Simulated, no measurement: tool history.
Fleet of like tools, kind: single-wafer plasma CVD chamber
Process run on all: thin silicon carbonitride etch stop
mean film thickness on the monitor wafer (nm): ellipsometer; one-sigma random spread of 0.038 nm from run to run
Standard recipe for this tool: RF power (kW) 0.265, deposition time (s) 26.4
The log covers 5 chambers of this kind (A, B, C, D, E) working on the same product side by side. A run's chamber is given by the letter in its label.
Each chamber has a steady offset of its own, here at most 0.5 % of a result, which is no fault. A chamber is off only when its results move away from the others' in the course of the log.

run   hour  RF power (kW)  deposition time (s)  read-back reference wafer on the same gauge, thickness_nm  mean film thickness on the monitor wafer (nm)
 1A    5.4          0.265                 26.4                                                     15.895                                         16.373
 2E   11.7          0.265                 26.4                                                     15.897                                         16.381
 3B   17.4          0.265                 26.4                                                     15.894                                         16.499
 4D   25.6          0.265                 26.4                                                     15.911                                         16.272
 5C   35.9          0.265                 26.4                                                     15.899                                         16.337
 6E   45.9          0.265                 26.4                                                     15.906                                         16.437
 7C   56.0          0.265                 26.4                                                     15.900                                         16.294
 8D   63.2          0.265                 26.4                                                     15.899                                         16.346
 9A   71.6          0.265                 26.4                                                     15.909                                         16.286
10B   81.2          0.265                 26.4                                                     15.901                                         16.454
11E   88.1          0.265                 26.4                                                     15.909                                         16.416
12A   95.1          0.250                 22.1                                                     15.904                                         13.469
13D  101.7          0.250                 22.1                                                     15.894                                         13.433
14C  112.1          0.250                 22.1                                                     15.887                                         13.419
15B  121.3          0.250                 22.1                                                     15.904                                         13.547
16D  131.8          0.250                 22.1                                                     15.906                                         13.396
17A  138.5          0.220                 30.3                                                     15.903                                         17.720
18E  150.0          0.220                 30.3                                                     15.897                                         17.777
19B  159.6          0.220                 30.3                                                     15.907                                         17.874
20C  169.2          0.220                 30.3                                                     15.916                                         17.755
21A  180.0          0.220                 30.3                                                     15.897                                         17.698
22C  189.7          0.265                 26.4                                                     15.894                                         16.232
23E  198.0          0.290                 30.2                                                     15.904                                         19.343
24D  206.7          0.290                 30.2                                                     15.899                                         19.119
25B  214.5          0.290                 30.2                                                     15.893                                         19.321
26E  226.9          0.290                 30.2                                                     15.889                                         19.259
27B  234.2          0.290                 30.2                                                     15.912                                         19.386
28A  245.2          0.280                 30.3                                                     15.893                                         18.972
29D  256.8          0.280                 30.3                                                     15.908                                         19.042
30C  264.6          0.280                 30.3                                                     15.910                                         19.059
31E  277.1          0.280                 30.3                                                     15.898                                         19.093
32A  285.6          0.280                 30.3                                                     15.893                                         19.076
33D  293.5          0.265                 26.4                                                     15.898                                         16.353

For the next run the whole fleet of 5 chambers uses the same settings. Give each chamber's results:
34A  302.5          0.280                 26.4                                                                                                         ?
34B  302.5          0.280                 26.4                                                                                                         ?
34C  302.5          0.280                 26.4                                                                                                         ?
34D  302.5          0.280                 26.4                                                                                                         ?
34E  302.5          0.280                 26.4                                                                                                         ?

run  mean film thickness on the monitor wafer (nm)
34A                                         16.540
34B                                         16.723
34C                                         16.627
34D                                         16.542
34E                                         16.717
